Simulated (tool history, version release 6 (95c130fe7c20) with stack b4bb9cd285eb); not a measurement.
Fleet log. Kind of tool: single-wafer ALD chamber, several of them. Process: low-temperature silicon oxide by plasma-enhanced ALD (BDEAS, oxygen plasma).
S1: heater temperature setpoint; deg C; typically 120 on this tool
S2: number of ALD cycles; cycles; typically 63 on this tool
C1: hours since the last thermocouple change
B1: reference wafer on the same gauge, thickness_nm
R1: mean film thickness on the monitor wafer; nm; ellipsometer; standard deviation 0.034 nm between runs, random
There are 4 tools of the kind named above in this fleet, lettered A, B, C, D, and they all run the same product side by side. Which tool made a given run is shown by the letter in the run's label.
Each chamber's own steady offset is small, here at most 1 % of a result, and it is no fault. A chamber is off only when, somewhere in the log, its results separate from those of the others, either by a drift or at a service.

run	hour	S1	S2	C1	B1	R1
1A	5.9	120	63	692.2	8.6160	8.6350
2B	10.1	120	63	49.4	8.6014	8.7203
3D	17.0	120	63	789.8	8.6146	8.6677
4C	24.9	120	63	172.6	8.6081	8.6638
5D	29.6	120	63	802.4	8.6013	8.6006
6B	36.9	120	63	76.2	8.6184	8.7177
7C	43.3	120	63	191.0	8.6162	8.7169
8A	49.2	120	63	735.5	8.6054	8.6799
9A	56.9	120	63	743.2	8.6059	8.7008
10B	64.9	120	63	104.2	8.6026	8.7333
11D	71.3	120	63	844.1	8.6192	8.7614
12C	75.6	112	52	223.3	8.6081	7.2376
13D	83.4	112	52	856.2	8.6012	7.2688
14B	88.6	112	52	127.9	8.6095	7.2923
15C	93.6	112	52	241.3	8.6214	7.2875
16A	101.6	108	63	787.9	8.6185	8.8266
17B	109.2	108	63	148.5	8.6069	8.9290
18A	115.6	108	63	801.9	8.6169	8.8618
19C	122.2	108	63	269.9	8.6025	8.8893
20D	129.3	120	63	902.1	8.6121	8.6326
21C	135.9	120	63	283.6	8.6114	8.7523
22B	144.2	120	63	183.5	8.6133	8.6673
23D	148.5	120	63	921.3	8.6137	8.7069
24A	155.7	120	63	842.0	8.6089	8.7179
25C	162.9	120	63	310.6	8.6160	8.6867

Read the log: is a single chamber off, either drifting away or since a service, is the gauge that measures every chamber drifting, or is nothing wrong beyond small per-chamber offsets? Name any odd chamber and what most likely caused it.

The fleet is healthy, with each chamber sitting at its usual small offset and no drift in the gauge.
